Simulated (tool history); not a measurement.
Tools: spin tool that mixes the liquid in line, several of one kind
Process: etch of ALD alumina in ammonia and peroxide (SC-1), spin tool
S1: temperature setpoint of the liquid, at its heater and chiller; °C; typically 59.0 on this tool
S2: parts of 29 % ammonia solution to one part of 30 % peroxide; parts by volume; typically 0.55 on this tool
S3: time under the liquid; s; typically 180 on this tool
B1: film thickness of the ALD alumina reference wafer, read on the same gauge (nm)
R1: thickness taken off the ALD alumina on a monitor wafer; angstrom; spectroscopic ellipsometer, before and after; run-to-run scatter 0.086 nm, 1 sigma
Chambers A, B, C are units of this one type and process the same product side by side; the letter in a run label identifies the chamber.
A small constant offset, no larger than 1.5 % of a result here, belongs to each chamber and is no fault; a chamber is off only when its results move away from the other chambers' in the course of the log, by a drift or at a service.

run	hour	S1	S2	S3	B1	R1
1A	4.3	59.0	0.55	180	40.007	201.270
2B	7.1	59.0	0.55	180	40.005	199.690
3C	12.8	59.0	0.55	180	40.031	205.540
4B	18.0	59.0	0.55	180	39.982	199.890
5A	23.0	59.0	0.55	180	39.966	199.800
6C	27.5	59.0	0.55	180	40.029	204.080
7C	30.6	49.5	0.40	180	40.000	119.020
8B	36.2	49.5	0.40	180	39.979	117.440
9A	39.3	49.5	0.40	180	40.021	117.830
10A	42.7	50.0	0.80	180	39.981	129.850
11C	46.8	50.0	0.80	180	39.999	128.880
12B	51.0	50.0	0.80	180	39.973	130.150
13B	54.9	59.0	0.55	180	39.961	201.110
14A	57.6	59.0	0.55	180	39.974	202.710
15C	63.1	59.0	0.55	180	39.985	202.920
16C	65.9	59.0	0.55	180	39.984	203.480
17A	69.3	59.0	0.55	180	39.998	204.090
18B	73.8	51.0	0.55	125	39.960	91.357
19A	78.9	51.0	0.55	125	40.022	93.978
20C	84.1	51.0	0.55	125	40.000	91.143
21B	90.0	59.0	0.55	180	39.998	200.700
22C	92.9	59.0	0.55	180	39.973	204.440
23A	96.6	59.0	0.55	180	39.973	205.690
24B	102.3	59.0	0.55	180	40.041	199.840
25C	107.0	59.0	0.55	180	40.013	204.330
# hour 110.0: chamber A: new drum of ammonia solution connected
26B	110.9	59.0	0.55	180	40.001	199.680
27A	114.5	59.0	0.55	180	39.979	208.620
28C	120.3	59.0	0.55	180	39.981	201.850
29A	123.2	59.0	0.55	180	40.025	207.410
30B	128.8	59.0	0.55	180	39.976	200.190
31C	133.2	59.0	0.55	180	40.009	203.150
32B	138.8	59.0	0.55	180	39.994	201.090

Has any chamber moved away from the others, gradually or after a service, or does the common gauge drift, or do the chambers differ only by their own small steady offsets? State the chamber and the most likely cause if one applies.

Little by little, chamber A moves away from the other chambers.
Cause: liquid hotter than its thermometer reads (K) = 0.752.

Which of the 4 candidates below, each the usual settings with something changed and its results left as question marks, puts chamber A back in line with what the other chambers give on the usual settings?
Allowed miss from the other chambers' usual-settings mean, per result, to count as in line: R1 3.000 angstrom
33A-1	143.1	59.0	0.50	180		?
33A-2	143.1	59.0	0.75	180		?
33A-3	143.1	59.0	0.40	180		?
33A-4	143.1	59.0	0.60	180		?

On the usual settings, the other chambers give on average: R1 201.980 angstrom
run	R1
33A-1	207.110
33A-2	215.110
33A-3	202.840
33A-4	210.660
Change 33A-3 lands the chamber within the allowed miss of the other chambers.
